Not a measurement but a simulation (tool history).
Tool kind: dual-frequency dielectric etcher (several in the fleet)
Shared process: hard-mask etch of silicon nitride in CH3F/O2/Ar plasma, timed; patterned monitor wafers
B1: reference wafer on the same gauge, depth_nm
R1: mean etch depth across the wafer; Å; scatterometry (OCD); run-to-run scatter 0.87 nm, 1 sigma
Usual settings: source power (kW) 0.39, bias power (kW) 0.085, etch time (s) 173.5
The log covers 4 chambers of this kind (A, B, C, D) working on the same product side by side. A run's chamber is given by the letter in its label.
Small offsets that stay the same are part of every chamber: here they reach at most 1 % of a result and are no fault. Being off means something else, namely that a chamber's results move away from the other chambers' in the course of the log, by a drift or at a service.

run 1C hour=5.1 | source_power_(kW)=0.39 bias_power_(kW)=0.085 etch_time_(s)=173.5 | B1=120.15 | R1=1266.2
run 2D hour=9.2 | source_power_(kW)=0.39 bias_power_(kW)=0.085 etch_time_(s)=173.5 | B1=120.07 | R1=1298
run 3B hour=12.5 | source_power_(kW)=0.39 bias_power_(kW)=0.085 etch_time_(s)=173.5 | B1=120.06 | R1=1282
run 4A hour=17.8 | source_power_(kW)=0.39 bias_power_(kW)=0.085 etch_time_(s)=173.5 | B1=119.92 | R1=1284.9
run 5A hour=21.8 | source_power_(kW)=0.39 bias_power_(kW)=0.085 etch_time_(s)=173.5 | B1=120.17 | R1=1280.6
run 6C hour=25.4 | source_power_(kW)=0.39 bias_power_(kW)=0.085 etch_time_(s)=173.5 | B1=119.98 | R1=1269.2
run 7D hour=29.5 | source_power_(kW)=0.39 bias_power_(kW)=0.085 etch_time_(s)=173.5 | B1=120.01 | R1=1284.5
run 8B hour=33.4 | source_power_(kW)=0.39 bias_power_(kW)=0.085 etch_time_(s)=173.5 | B1=120.14 | R1=1294.4
run 9D hour=36.8 | source_power_(kW)=0.39 bias_power_(kW)=0.085 etch_time_(s)=173.5 | B1=120.16 | R1=1294
run 10B hour=39.4 | source_power_(kW)=0.39 bias_power_(kW)=0.085 etch_time_(s)=173.5 | B1=119.93 | R1=1294.7
run 11A hour=41.9 | source_power_(kW)=0.39 bias_power_(kW)=0.085 etch_time_(s)=173.5 | B1=120 | R1=1268.9
-- hour=43.9 chamber B: wet clean of the chamber
run 12C hour=44.6 | source_power_(kW)=0.39 bias_power_(kW)=0.085 etch_time_(s)=173.5 | B1=120 | R1=1264.6
run 13D hour=48.9 | source_power_(kW)=0.43 bias_power_(kW)=0.098 etch_time_(s)=173.5 | B1=119.92 | R1=1407.4
run 14B hour=51.6 | source_power_(kW)=0.43 bias_power_(kW)=0.098 etch_time_(s)=173.5 | B1=120.15 | R1=1398.5
run 15A hour=54 | source_power_(kW)=0.43 bias_power_(kW)=0.098 etch_time_(s)=173.5 | B1=120 | R1=1394.7
run 16C hour=59.3 | source_power_(kW)=0.43 bias_power_(kW)=0.098 etch_time_(s)=173.5 | B1=119.93 | R1=1387.8
run 17D hour=64.2 | source_power_(kW)=0.39 bias_power_(kW)=0.085 etch_time_(s)=173.5 | B1=120.1 | R1=1278.5
run 18C hour=67.4 | source_power_(kW)=0.39 bias_power_(kW)=0.085 etch_time_(s)=173.5 | B1=120.14 | R1=1260.9
run 19B hour=72.5 | source_power_(kW)=0.39 bias_power_(kW)=0.085 etch_time_(s)=214.5 | B1=119.97 | R1=1606.4
run 20A hour=75.6 | source_power_(kW)=0.39 bias_power_(kW)=0.085 etch_time_(s)=214.5 | B1=119.93 | R1=1588.4
run 21B hour=79.8 | source_power_(kW)=0.39 bias_power_(kW)=0.085 etch_time_(s)=214.5 | B1=119.97 | R1=1590.5
run 22D hour=84.5 | source_power_(kW)=0.39 bias_power_(kW)=0.085 etch_time_(s)=214.5 | B1=120.08 | R1=1605.3
run 23A hour=89.7 | source_power_(kW)=0.39 bias_power_(kW)=0.085 etch_time_(s)=173.5 | B1=120.15 | R1=1267.3
run 24C hour=92.4 | source_power_(kW)=0.39 bias_power_(kW)=0.085 etch_time_(s)=173.5 | B1=120.2 | R1=1274.8

Each of the 4 chambers runs these same settings next. Fill in every chamber's results:
run 25A hour=96.2 | source_power_(kW)=0.39 bias_power_(kW)=0.085 etch_time_(s)=173.5 | R1=?
run 25B hour=96.2 | source_power_(kW)=0.39 bias_power_(kW)=0.085 etch_time_(s)=173.5 | R1=?
run 25C hour=96.2 | source_power_(kW)=0.39 bias_power_(kW)=0.085 etch_time_(s)=173.5 | R1=?
run 25D hour=96.2 | source_power_(kW)=0.39 bias_power_(kW)=0.085 etch_time_(s)=173.5 | R1=?

run=25A R1=1281.1
run=25B R1=1271.8
run=25C R1=1271.3
run=25D R1=1292.8

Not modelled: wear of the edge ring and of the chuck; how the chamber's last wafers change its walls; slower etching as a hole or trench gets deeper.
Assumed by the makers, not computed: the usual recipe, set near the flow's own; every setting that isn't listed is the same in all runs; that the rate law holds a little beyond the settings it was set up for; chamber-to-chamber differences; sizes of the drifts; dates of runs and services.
